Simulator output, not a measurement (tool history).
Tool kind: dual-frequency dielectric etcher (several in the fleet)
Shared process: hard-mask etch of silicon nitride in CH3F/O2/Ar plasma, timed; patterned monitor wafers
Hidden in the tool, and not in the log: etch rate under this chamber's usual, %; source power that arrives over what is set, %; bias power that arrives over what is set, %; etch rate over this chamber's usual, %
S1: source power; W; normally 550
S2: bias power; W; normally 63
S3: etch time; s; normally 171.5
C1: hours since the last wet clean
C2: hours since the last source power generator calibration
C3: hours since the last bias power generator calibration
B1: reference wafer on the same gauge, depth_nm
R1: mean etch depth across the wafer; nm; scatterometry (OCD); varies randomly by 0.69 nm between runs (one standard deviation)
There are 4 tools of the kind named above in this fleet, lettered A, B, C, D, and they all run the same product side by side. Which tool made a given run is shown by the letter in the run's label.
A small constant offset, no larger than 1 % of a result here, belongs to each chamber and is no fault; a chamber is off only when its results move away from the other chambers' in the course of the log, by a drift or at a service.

{"run": "1C", "hour": 10.7, "S1": 550, "S2": 63, "S3": 171.5, "C1": 315.6, "C2": 421.6, "C3": 1392.5, "B1": 113.01, "R1": 129.46}
{"run": "2A", "hour": 16.6, "S1": 550, "S2": 63, "S3": 171.5, "C1": 438.5, "C2": 937.7, "C3": 937.6, "B1": 112.85, "R1": 128.87}
{"run": "3D", "hour": 23.9, "S1": 550, "S2": 63, "S3": 171.5, "C1": 258.0, "C2": 3015.9, "C3": 3951.4, "B1": 112.98, "R1": 130.86}
{"run": "4B", "hour": 32.3, "S1": 550, "S2": 63, "S3": 171.5, "C1": 301.1, "C2": 627.1, "C3": 1573.6, "B1": 113.03, "R1": 129.9}
{"run": "5A", "hour": 40.6, "S1": 550, "S2": 52, "S3": 129.5, "C1": 462.5, "C2": 961.7, "C3": 961.6, "B1": 112.95, "R1": 90.771}
{"hour": 40.9, "done": "chamber A: wet clean of the chamber"}
{"run": "6D", "hour": 49.7, "S1": 550, "S2": 52, "S3": 129.5, "C1": 283.8, "C2": 3041.7, "C3": 3977.2, "B1": 113.06, "R1": 92.931}
{"run": "7C", "hour": 60.2, "S1": 550, "S2": 52, "S3": 129.5, "C1": 365.1, "C2": 471.1, "C3": 1442.0, "B1": 113.01, "R1": 92.926}
{"run": "8B", "hour": 70.2, "S1": 550, "S2": 52, "S3": 129.5, "C1": 339.0, "C2": 665.0, "C3": 1611.5, "B1": 113.02, "R1": 91.125}
{"run": "9C", "hour": 79.0, "S1": 550, "S2": 63, "S3": 121.5, "C1": 383.9, "C2": 489.9, "C3": 1460.8, "B1": 113.05, "R1": 92.0}
{"run": "10B", "hour": 88.4, "S1": 550, "S2": 63, "S3": 121.5, "C1": 357.2, "C2": 683.2, "C3": 1629.7, "B1": 113.03, "R1": 91.693}
{"run": "11A", "hour": 96.1, "S1": 550, "S2": 63, "S3": 121.5, "C1": 55.2, "C2": 1017.2, "C3": 1017.1, "B1": 113.08, "R1": 90.663}
{"hour": 98.6, "done": "chamber B: wet clean of the chamber"}
{"run": "12D", "hour": 102.0, "S1": 550, "S2": 63, "S3": 121.5, "C1": 336.1, "C2": 3094.0, "C3": 4029.5, "B1": 113.08, "R1": 91.932}
{"run": "13C", "hour": 111.6, "S1": 550, "S2": 63, "S3": 171.5, "C1": 416.5, "C2": 522.5, "C3": 1493.4, "B1": 112.88, "R1": 129.58}
{"run": "14D", "hour": 119.0, "S1": 550, "S2": 63, "S3": 171.5, "C1": 353.1, "C2": 3111.0, "C3": 4046.5, "B1": 113.11, "R1": 131.38}
{"run": "15B", "hour": 129.3, "S1": 550, "S2": 63, "S3": 171.5, "C1": 30.8, "C2": 724.1, "C3": 1670.6, "B1": 113.08, "R1": 129.21}
{"run": "16A", "hour": 138.8, "S1": 550, "S2": 63, "S3": 171.5, "C1": 97.9, "C2": 1059.9, "C3": 1059.8, "B1": 113.07, "R1": 129.48}
{"run": "17A", "hour": 145.7, "S1": 550, "S2": 63, "S3": 171.5, "C1": 104.8, "C2": 1066.8, "C3": 1066.7, "B1": 113.02, "R1": 129.17}
{"run": "18D", "hour": 151.8, "S1": 550, "S2": 63, "S3": 171.5, "C1": 385.9, "C2": 3143.8, "C3": 4079.3, "B1": 113.03, "R1": 129.9}
{"hour": 156.6, "done": "chamber D: wet clean of the chamber"}
{"run": "19C", "hour": 159.4, "S1": 650, "S2": 63, "S3": 171.5, "C1": 464.3, "C2": 570.3, "C3": 1541.2, "B1": 113.03, "R1": 138.14}
{"hour": 169.1, "done": "chamber C: wet clean of the chamber"}
{"run": "20B", "hour": 170.9, "S1": 650, "S2": 63, "S3": 171.5, "C1": 72.4, "C2": 765.7, "C3": 1712.2, "B1": 113.06, "R1": 137.5}
{"run": "21C", "hour": 179.5, "S1": 650, "S2": 63, "S3": 171.5, "C1": 10.4, "C2": 590.4, "C3": 1561.3, "B1": 113.01, "R1": 138.67}
{"run": "22A", "hour": 190.2, "S1": 650, "S2": 63, "S3": 171.5, "C1": 149.3, "C2": 1111.3, "C3": 1111.2, "B1": 112.84, "R1": 136.25}
{"run": "23D", "hour": 201.0, "S1": 610, "S2": 57, "S3": 171.5, "C1": 44.4, "C2": 3193.0, "C3": 4128.5, "B1": 113.07, "R1": 130.0}
{"run": "24B", "hour": 212.3, "S1": 610, "S2": 57, "S3": 171.5, "C1": 113.8, "C2": 807.1, "C3": 1753.6, "B1": 113.07, "R1": 129.54}
{"run": "25C", "hour": 221.0, "S1": 610, "S2": 57, "S3": 171.5, "C1": 51.9, "C2": 631.9, "C3": 1602.8, "B1": 112.93, "R1": 130.33}
{"run": "26B", "hour": 227.7, "S1": 610, "S2": 57, "S3": 171.5, "C1": 129.2, "C2": 822.5, "C3": 1769.0, "B1": 113.11, "R1": 130.42}
{"run": "27A", "hour": 239.5, "S1": 550, "S2": 63, "S3": 171.5, "C1": 198.6, "C2": 1160.6, "C3": 1160.5, "B1": 113.08, "R1": 128.82}
{"run": "28D", "hour": 245.0, "S1": 550, "S2": 63, "S3": 171.5, "C1": 88.4, "C2": 3237.0, "C3": 4172.5, "B1": 113.18, "R1": 129.36}
{"run": "29B", "hour": 255.1, "S1": 550, "S2": 63, "S3": 171.5, "C1": 156.6, "C2": 849.9, "C3": 1796.4, "B1": 113.07, "R1": 128.75}
{"run": "30D", "hour": 264.2, "S1": 550, "S2": 63, "S3": 171.5, "C1": 107.6, "C2": 3256.2, "C3": 4191.7, "B1": 112.95, "R1": 131.23}
{"run": "31A", "hour": 271.1, "S1": 610, "S2": 68, "S3": 171.5, "C1": 230.2, "C2": 1192.2, "C3": 1192.1, "B1": 112.95, "R1": 136.83}
{"run": "32C", "hour": 283.3, "S1": 610, "S2": 68, "S3": 171.5, "C1": 114.2, "C2": 694.2, "C3": 1665.1, "B1": 112.89, "R1": 138.98}
{"run": "33A", "hour": 289.9, "S1": 610, "S2": 68, "S3": 171.5, "C1": 249.0, "C2": 1211.0, "C3": 1210.9, "B1": 113.01, "R1": 137.16}
{"run": "34D", "hour": 301.1, "S1": 610, "S2": 68, "S3": 171.5, "C1": 144.5, "C2": 3293.1, "C3": 4228.6, "B1": 112.97, "R1": 139.8}
{"run": "35C", "hour": 312.7, "S1": 550, "S2": 63, "S3": 171.5, "C1": 143.6, "C2": 723.6, "C3": 1694.5, "B1": 112.88, "R1": 129.89}
{"run": "36B", "hour": 318.5, "S1": 550, "S2": 63, "S3": 171.5, "C1": 220.0, "C2": 913.3, "C3": 1859.8, "B1": 112.93, "R1": 129.79}
{"run": "37B", "hour": 324.2, "S1": 550, "S2": 63, "S3": 171.5, "C1": 225.7, "C2": 919.0, "C3": 1865.5, "B1": 113.08, "R1": 129.1}
{"run": "38C", "hour": 334.8, "S1": 550, "S2": 63, "S3": 171.5, "C1": 165.7, "C2": 745.7, "C3": 1716.6, "B1": 112.9, "R1": 129.98}

All chambers now run identical settings, listed one chamber a line with results as question marks. What results will each chamber show?
{"run": "39A", "hour": 343.5, "S1": 410, "S2": 63, "S3": 171.5, "R1": "?"}
{"run": "39B", "hour": 343.5, "S1": 410, "S2": 63, "S3": 171.5, "R1": "?"}
{"run": "39C", "hour": 343.5, "S1": 410, "S2": 63, "S3": 171.5, "R1": "?"}
{"run": "39D", "hour": 343.5, "S1": 410, "S2": 63, "S3": 171.5, "R1": "?"}

run=39A R1=114.280
run=39B R1=115.310
run=39C R1=116.430
run=39D R1=117.170
